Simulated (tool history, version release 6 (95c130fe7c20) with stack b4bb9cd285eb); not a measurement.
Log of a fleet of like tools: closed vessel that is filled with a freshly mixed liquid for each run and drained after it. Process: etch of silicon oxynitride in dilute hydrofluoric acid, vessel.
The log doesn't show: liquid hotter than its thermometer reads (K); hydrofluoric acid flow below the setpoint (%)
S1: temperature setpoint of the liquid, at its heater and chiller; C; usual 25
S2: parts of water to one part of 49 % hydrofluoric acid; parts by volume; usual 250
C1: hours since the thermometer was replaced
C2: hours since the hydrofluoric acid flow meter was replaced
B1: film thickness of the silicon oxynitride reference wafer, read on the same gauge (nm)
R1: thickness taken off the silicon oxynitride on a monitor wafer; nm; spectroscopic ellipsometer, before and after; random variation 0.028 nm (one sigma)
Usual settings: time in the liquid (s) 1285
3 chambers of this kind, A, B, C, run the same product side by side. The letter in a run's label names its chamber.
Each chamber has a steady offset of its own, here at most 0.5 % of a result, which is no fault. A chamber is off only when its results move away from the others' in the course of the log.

run 1C day=0.412 | S1=25 S2=250 time_in_the_liquid_(s)=1285 | C1=456.9 C2=455.1 | B1=80.005 | R1=8.0303
run 2B day=0.675 | S1=25 S2=250 time_in_the_liquid_(s)=1285 | C1=650.9 C2=1056.7 | B1=80.007 | R1=7.9843
run 3A day=0.954 | S1=25 S2=250 time_in_the_liquid_(s)=1285 | C1=1168.6 C2=209.8 | B1=80.013 | R1=7.9561
run 4C day=1.308 | S1=25 S2=250 time_in_the_liquid_(s)=1285 | C1=478.4 C2=476.6 | B1=80.008 | R1=8.0582
run 5A day=1.538 | S1=25 S2=250 time_in_the_liquid_(s)=1285 | C1=1182.6 C2=223.8 | B1=80.002 | R1=7.981
run 6B day=1.771 | S1=25 S2=185 time_in_the_liquid_(s)=1660 | C1=677.2 C2=1083 | B1=79.982 | R1=14.694
run 7A day=1.996 | S1=25 S2=185 time_in_the_liquid_(s)=1660 | C1=1193.6 C2=234.8 | B1=79.987 | R1=14.573
-- day=2.125 chamber C: hydrofluoric acid flow meter replaced
run 8C day=2.329 | S1=25 S2=185 time_in_the_liquid_(s)=1660 | C1=502.9 C2=4.9 | B1=80.002 | R1=14.891
run 9B day=2.775 | S1=25 S2=250 time_in_the_liquid_(s)=1285 | C1=701.3 C2=1107.1 | B1=80.001 | R1=8.0089
run 10A day=3.104 | S1=25 S2=250 time_in_the_liquid_(s)=1285 | C1=1220.2 C2=261.4 | B1=79.99 | R1=8.006
run 11C day=3.542 | S1=25 S2=250 time_in_the_liquid_(s)=660 | C1=532 C2=34 | B1=79.995 | R1=4.1261
run 12B day=3.983 | S1=25 S2=250 time_in_the_liquid_(s)=660 | C1=730.3 C2=1136.1 | B1=80.005 | R1=4.0969
-- day=4.038 chamber C: thermometer replaced
run 13C day=4.179 | S1=25 S2=250 time_in_the_liquid_(s)=660 | C1=3.5 C2=49.3 | B1=80.003 | R1=4.1378
run 14B day=4.492 | S1=25 S2=250 time_in_the_liquid_(s)=1285 | C1=742.5 C2=1148.3 | B1=80.005 | R1=7.956
run 15A day=4.788 | S1=25 S2=250 time_in_the_liquid_(s)=1285 | C1=1260.6 C2=301.8 | B1=80.008 | R1=8.07
run 16A day=5.062 | S1=25 S2=250 time_in_the_liquid_(s)=1285 | C1=1267.2 C2=308.4 | B1=79.995 | R1=8.0684
run 17B day=5.508 | S1=25 S2=250 time_in_the_liquid_(s)=1285 | C1=766.9 C2=1172.7 | B1=80.006 | R1=7.9586
run 18C day=5.804 | S1=25 S2=250 time_in_the_liquid_(s)=1285 | C1=42.5 C2=88.3 | B1=80.008 | R1=8.0442
run 19B day=6.108 | S1=25 S2=250 time_in_the_liquid_(s)=1285 | C1=781.3 C2=1187.1 | B1=80 | R1=7.9941
run 20A day=6.504 | S1=25 S2=250 time_in_the_liquid_(s)=1285 | C1=1301.8 C2=343 | B1=79.983 | R1=8.142
run 21C day=6.796 | S1=25 S2=250 time_in_the_liquid_(s)=1285 | C1=66.3 C2=112.1 | B1=79.997 | R1=8.0181
run 22B day=7.142 | S1=25 S2=250 time_in_the_liquid_(s)=1285 | C1=806.1 C2=1211.9 | B1=79.998 | R1=7.9547
run 23A day=7.571 | S1=25 S2=250 time_in_the_liquid_(s)=1285 | C1=1327.4 C2=368.6 | B1=79.993 | R1=8.0973
run 24C day=7.796 | S1=25 S2=250 time_in_the_liquid_(s)=1285 | C1=90.3 C2=136.1 | B1=80.017 | R1=8.059
run 25A day=8.125 | S1=25 S2=250 time_in_the_liquid_(s)=1285 | C1=1340.7 C2=381.9 | B1=80.001 | R1=8.1515
run 26C day=8.325 | S1=25 S2=250 time_in_the_liquid_(s)=1285 | C1=103 C2=148.8 | B1=80.008 | R1=8.022
run 27B day=8.729 | S1=25 S2=250 time_in_the_liquid_(s)=1285 | C1=844.2 C2=1250 | B1=80.004 | R1=7.9921
run 28C day=8.983 | S1=25 S2=250 time_in_the_liquid_(s)=1285 | C1=118.8 C2=164.6 | B1=80.008 | R1=8.0544
run 29B day=9.267 | S1=25 S2=250 time_in_the_liquid_(s)=1285 | C1=857.1 C2=1262.9 | B1=80.003 | R1=7.9239
run 30A day=9.667 | S1=25 S2=250 time_in_the_liquid_(s)=1285 | C1=1377.7 C2=418.9 | B1=80.002 | R1=8.1373
run 31A day=9.9 | S1=25 S2=250 time_in_the_liquid_(s)=1285 | C1=1383.3 C2=424.5 | B1=80.002 | R1=8.2021
run 32B day=10.271 | S1=25 S2=250 time_in_the_liquid_(s)=1285 | C1=881.2 C2=1287 | B1=80.002 | R1=7.964
run 33C day=10.571 | S1=25 S2=250 time_in_the_liquid_(s)=1285 | C1=156.9 C2=202.7 | B1=80.021 | R1=8.0868
run 34C day=10.846 | S1=25 S2=250 time_in_the_liquid_(s)=1285 | C1=163.5 C2=209.3 | B1=80.013 | R1=8.0402
run 35B day=11.246 | S1=25 S2=250 time_in_the_liquid_(s)=1285 | C1=904.6 C2=1310.4 | B1=79.996 | R1=7.9541
run 36A day=11.492 | S1=25 S2=250 time_in_the_liquid_(s)=1285 | C1=1421.5 C2=462.7 | B1=80.021 | R1=8.2391
run 37C day=11.9 | S1=25 S2=250 time_in_the_liquid_(s)=1285 | C1=188.8 C2=234.6 | B1=80.01 | R1=8.0662

Is one chamber off against the others, does the gauge drift, or is nothing wrong? If a chamber is off, say which, and what the likeliest cause is.

Chamber A drifts away from the others.
Cause: liquid hotter than its thermometer reads (K) = 0.747.
The log may not tell that from: hydrofluoric acid flow above the setpoint (%).

Here are 4 candidates for chamber A's next run, each the usual settings with a change, their results left as question marks. Which one brings its results back in line with what the others give on the usual settings?
In line means no further than this from the other chambers' mean on the usual settings: R1 0.097 nm
run 38A-1 day=12.225 | S1=25 S2=250 time_in_the_liquid_(s)=1320 | R1=?
run 38A-2 day=12.225 | S1=25 S2=250 time_in_the_liquid_(s)=1250 | R1=?
run 38A-3 day=12.225 | S1=25 S2=245 time_in_the_liquid_(s)=1320 | R1=?
run 38A-4 day=12.225 | S1=25 S2=255 time_in_the_liquid_(s)=1250 | R1=?

The other chambers' mean on the usual settings: R1 8.0053 nm
run=38A-1 R1=8.4669
run=38A-2 R1=8.0179
run=38A-3 R1=8.6694
run=38A-4 R1=7.8338
38A-2 brings the chamber back in line.
